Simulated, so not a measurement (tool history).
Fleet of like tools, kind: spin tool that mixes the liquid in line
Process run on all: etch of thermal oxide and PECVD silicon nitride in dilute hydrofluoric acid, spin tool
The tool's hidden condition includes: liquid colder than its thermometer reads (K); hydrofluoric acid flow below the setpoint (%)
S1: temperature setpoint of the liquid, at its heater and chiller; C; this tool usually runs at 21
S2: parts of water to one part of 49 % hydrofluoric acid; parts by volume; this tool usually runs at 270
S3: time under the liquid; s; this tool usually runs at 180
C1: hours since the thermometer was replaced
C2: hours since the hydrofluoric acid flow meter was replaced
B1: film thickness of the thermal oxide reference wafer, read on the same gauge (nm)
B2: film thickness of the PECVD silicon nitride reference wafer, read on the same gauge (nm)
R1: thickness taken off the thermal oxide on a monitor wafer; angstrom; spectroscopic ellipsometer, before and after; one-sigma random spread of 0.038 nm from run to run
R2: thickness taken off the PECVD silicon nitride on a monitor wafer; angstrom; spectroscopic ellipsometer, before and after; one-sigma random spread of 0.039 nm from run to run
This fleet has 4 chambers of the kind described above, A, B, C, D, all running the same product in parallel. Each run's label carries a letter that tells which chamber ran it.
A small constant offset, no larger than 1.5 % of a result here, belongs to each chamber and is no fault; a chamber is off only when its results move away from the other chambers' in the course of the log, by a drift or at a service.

run	hour	S1	S2	S3	C1	C2	B1	B2	R1	R2
# hour 0.8: chamber B: hydrofluoric acid flow meter replaced
1C	6.1	21	270	180	163.1	901.7	30.015	139.97	22.485	31.289
2B	12.9	21	270	180	196.1	12.2	30.039	139.98	22.889	31.148
3A	21.3	21	270	180	1707.1	1284.6	29.988	140.03	22.673	32.466
4D	28.1	21	270	180	2018.8	912.3	29.989	140	22.465	31.748
5B	37.3	21	270	180	220.5	36.6	29.961	139.99	22.377	31.572
6D	42.3	21	270	180	2033	926.5	29.997	139.96	23.767	32.203
7C	51.3	21	270	180	208.3	946.9	29.97	140.03	23.184	30.753
8A	61.4	21	375	285	1747.2	1324.7	30.005	139.95	24.06	36.485
9B	66.5	21	375	285	249.7	65.8	30.034	139.99	23.289	35.344
10D	77.3	21	375	285	2068	961.5	30.003	140.01	23.601	35.985
11C	83.5	21	375	285	240.5	979.1	30.009	140.05	23.522	36.042
12A	92.4	21	270	180	1778.2	1355.7	30.018	140.02	22.958	31.555
13A	98.4	21	270	180	1784.2	1361.7	29.988	139.98	22.661	31.559
14D	107.7	21	270	180	2098.4	991.9	30.014	140.06	24.078	31.592
15C	114.8	21	270	180	271.8	1010.4	30.011	139.96	22.797	30.923
16B	120	21	270	125	303.2	119.3	30.014	139.99	15.918	21.596
17A	126.5	21	270	125	1812.3	1389.8	30.008	139.99	15.394	22.628
18D	137.8	21	270	125	2128.5	1022	30.005	140.06	15.989	22.083
19C	148.3	21	270	125	305.3	1043.9	29.993	139.95	15.915	21.718
20B	157.4	21	175	115	340.6	156.7	30.039	140	24.944	30.945
21B	168	21	175	115	351.2	167.3	30.009	139.97	25.651	31.184
22A	177.8	21	175	115	1863.6	1441.1	29.982	140.01	24.225	31.518
23D	188.9	21	175	115	2179.6	1073.1	30.012	140.03	24.586	30.844
24C	199.9	21	270	180	356.9	1095.5	29.987	140.06	21.984	30.617
25A	210.4	21	270	180	1896.2	1473.7	30.024	139.96	21.884	30.867
# hour 211.8: chamber C: hydrofluoric acid flow meter replaced
26B	219.6	21	270	180	402.8	218.9	30.016	140.01	22.762	31.679
27D	225.8	21	270	260	2216.5	1110	30.026	139.99	33.559	46.224
28C	235.6	21	270	260	392.6	23.8	30.037	140	33.221	44.491
29B	245.8	21	270	260	429	245.1	30.001	140.01	33.015	45.258
30C	255.6	21	270	260	412.6	43.8	29.965	140.04	33.157	46.018
31A	264.9	21	270	180	1950.7	1528.2	29.988	139.94	21.014	30.766
32D	273.1	21	190	180	2263.8	1157.3	30.027	140.02	35.497	44.362
33A	283.6	21	190	180	1969.4	1546.9	29.995	140	32.319	42.686
34B	289.9	21	190	180	473.1	289.2	29.988	140.01	35.675	44.43
35D	296.4	21	190	180	2287.1	1180.6	30.019	139.99	35.439	44.756
36C	303.2	18.5	270	180	460.2	91.4	30.005	140	21.034	26.616
37C	310.8	18.5	270	180	467.8	99	30.002	140	20.769	26.771
38A	318.8	18.5	270	180	2004.6	1582.1	29.994	140.03	18.85	25.455
39B	325.7	18.5	270	180	508.9	325	29.992	140	20.884	26.553
40D	336.5	21	270	180	2327.2	1220.7	29.99	139.98	22.727	31.623
41A	342.2	21	270	180	2028	1605.5	30.01	139.97	19.969	28.725
42B	349.5	21	270	180	532.7	348.8	30.021	139.98	22.511	31.146
43D	354.8	21	270	180	2345.5	1239	30.005	139.92	22.448	32.109

All chambers now run identical settings, listed one chamber a line with results as question marks. What results will each chamber show?
44A	363	17	270	180					?	?
44B	363	17	270	180					?	?
44C	363	17	270	180					?	?
44D	363	17	270	180					?	?

run	R1	R2
44A	17.13	22.247
44B	19.601	23.96
44C	20.217	24.292
44D	20.182	24.816
